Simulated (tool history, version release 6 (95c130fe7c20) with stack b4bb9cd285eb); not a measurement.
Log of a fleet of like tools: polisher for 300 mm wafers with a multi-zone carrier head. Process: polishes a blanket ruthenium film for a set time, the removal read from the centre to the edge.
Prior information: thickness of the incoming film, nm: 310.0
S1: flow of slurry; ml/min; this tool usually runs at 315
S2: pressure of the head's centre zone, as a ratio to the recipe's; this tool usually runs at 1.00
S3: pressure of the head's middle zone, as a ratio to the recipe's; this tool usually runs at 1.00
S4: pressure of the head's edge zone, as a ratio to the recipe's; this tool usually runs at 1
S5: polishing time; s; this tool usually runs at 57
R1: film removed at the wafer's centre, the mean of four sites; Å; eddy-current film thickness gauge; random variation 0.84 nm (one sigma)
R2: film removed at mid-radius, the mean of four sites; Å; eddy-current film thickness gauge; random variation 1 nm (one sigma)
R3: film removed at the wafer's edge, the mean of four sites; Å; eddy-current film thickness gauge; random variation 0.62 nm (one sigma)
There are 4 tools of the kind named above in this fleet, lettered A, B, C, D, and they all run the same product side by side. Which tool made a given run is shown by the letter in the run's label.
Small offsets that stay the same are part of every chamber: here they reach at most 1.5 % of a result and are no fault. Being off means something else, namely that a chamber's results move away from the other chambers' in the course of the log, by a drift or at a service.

run,hour,S1,S2,S3,S4,S5,R1,R2,R3
1B,11.3,315,1.00,1.00,1,57,760.74,754.95,764.25
# hour 14.3: chamber D: worn pad replaced by a new one
# hour 21.7: chamber B: worn pad replaced by a new one
2A,23.1,315,1.00,1.00,1,57,759.74,771.52,763.54
3C,35.3,315,1.00,1.00,1,57,766.47,760.05,760.37
4D,50.9,315,1.00,1.00,1,57,763.06,771.24,760.74
# hour 52.9: chamber A: worn pad replaced by a new one
5D,65.0,315,1.00,1.00,1,57,757.43,789.36,769.81
6B,78.6,315,0.93,1.07,1,57,697.49,812.86,764.94
# hour 92.0: chamber A: slurry nozzle cleaned
7C,92.5,315,0.93,1.07,1,57,699.23,821.76,759.56
# hour 95.1: chamber B: worn pad replaced by a new one
# hour 95.6: chamber D: worn pad replaced by a new one
8A,105.8,315,0.93,1.07,1,57,705.77,787.68,745.88
9B,116.2,315,0.93,1.07,1,57,705.52,803.13,771.91
10A,125.2,315,1.00,1.00,1,57,764.50,755.10,760.18
# hour 132.8: chamber A: centre zone pressure recalibrated
11D,132.9,315,1.00,1.00,1,57,766.73,773.64,765.78
# hour 135.4: chamber A: worn pad replaced by a new one
12C,145.6,240,1.00,1.00,1,57,723.44,721.28,732.11
13C,158.0,240,1.00,1.00,1,57,712.53,728.14,730.42
# hour 158.8: chamber C: edge zone pressure recalibrated
14A,172.9,240,1.00,1.00,1,57,745.45,726.77,750.74
15B,183.9,240,1.00,1.00,1,57,740.69,754.81,741.48
# hour 184.2: chamber D: worn pad replaced by a new one
# hour 184.8: chamber B: worn pad replaced by a new one
16D,192.3,315,1.00,1.00,1,57,772.76,783.38,763.89
17C,203.6,315,1.00,1.00,1,57,739.74,727.69,728.90
18B,215.0,315,1.00,1.00,1,57,757.95,744.78,766.99
# hour 217.6: chamber A: worn pad replaced by a new one
19A,227.1,315,1.00,1.00,1,57,753.51,755.34,768.41
20D,236.1,315,1.00,1.00,1,57,760.20,751.75,767.95
21A,248.8,315,1.00,1.00,1,57,763.11,772.18,760.46
# hour 259.6: chamber B: worn pad replaced by a new one
22B,261.8,315,1.00,1.00,1,57,767.21,765.82,761.07
23C,276.0,315,1.00,1.00,1,57,725.42,716.83,714.74
# hour 280.8: chamber D: worn pad replaced by a new one
24D,289.2,315,1.00,1.00,1,57,772.80,773.14,755.09
25C,300.0,315,1.00,1.00,1,57,707.37,740.51,718.21
# hour 302.0: chamber B: edge zone pressure recalibrated
# hour 308.9: chamber A: worn pad replaced by a new one
26D,314.8,315,1.00,1.00,1,57,748.22,779.36,770.53
27A,324.0,315,1.00,1.00,1,57,753.23,762.67,765.76
28B,333.2,315,1.00,1.00,1,57,767.88,764.95,766.56
# hour 335.2: chamber B: worn pad replaced by a new one
29C,347.5,315,1.00,1.00,1,57,708.56,721.38,715.57
30B,358.9,315,1.00,1.00,1,57,761.86,777.25,760.36
# hour 370.8: chamber D: worn pad replaced by a new one
31A,371.3,315,1.00,1.00,1,57,769.68,751.92,762.55
32D,384.4,315,1.00,1.00,1,57,760.04,764.62,763.40
# hour 386.1: chamber A: worn pad replaced by a new one
33D,400.1,390,1.00,1.00,1,57,769.55,783.67,779.48
34A,416.1,390,1.00,1.00,1,57,775.71,788.13,768.75
# hour 420.6: chamber B: worn pad replaced by a new one
35B,431.6,390,1.00,1.00,1,57,768.57,759.42,778.41

One chamber off, gauge drift, or nothing amiss beyond the chambers' own small offsets? If it is a chamber, which one, and what is the likeliest cause?

Little by little, chamber C moves away from the other chambers.
Cause: removal rate lost through wear of the pad, % = 9.65.

Which of the 4 candidates below, each the usual settings with something changed and its results left as question marks, puts chamber C back in line with what the other chambers give on the usual settings?
In line here means within this much of the mean the other chambers give on the usual settings: R1 29.00 Å; R2 37.00 Å; R3 22.00 Å
36C-1,443.2,320,1.00,1.01,1.01,68,?,?,?
36C-2,443.2,315,1.00,1.00,1.01,63,?,?,?
36C-3,443.2,310,1.00,0.99,0.99,48,?,?,?
36C-4,443.2,315,1.00,1.00,1.00,52,?,?,?

On the usual settings, the other chambers give on average: R1 760.61 Å; R2 767.04 Å; R3 763.12 Å
run,R1,R2,R3
36C-1,829.03,842.12,833.39
36C-2,766.78,771.87,771.36
36C-3,583.20,581.76,580.89
36C-4,632.90,637.11,633.31
36C-2 is the one that brings the chamber's results back in line with the other chambers.
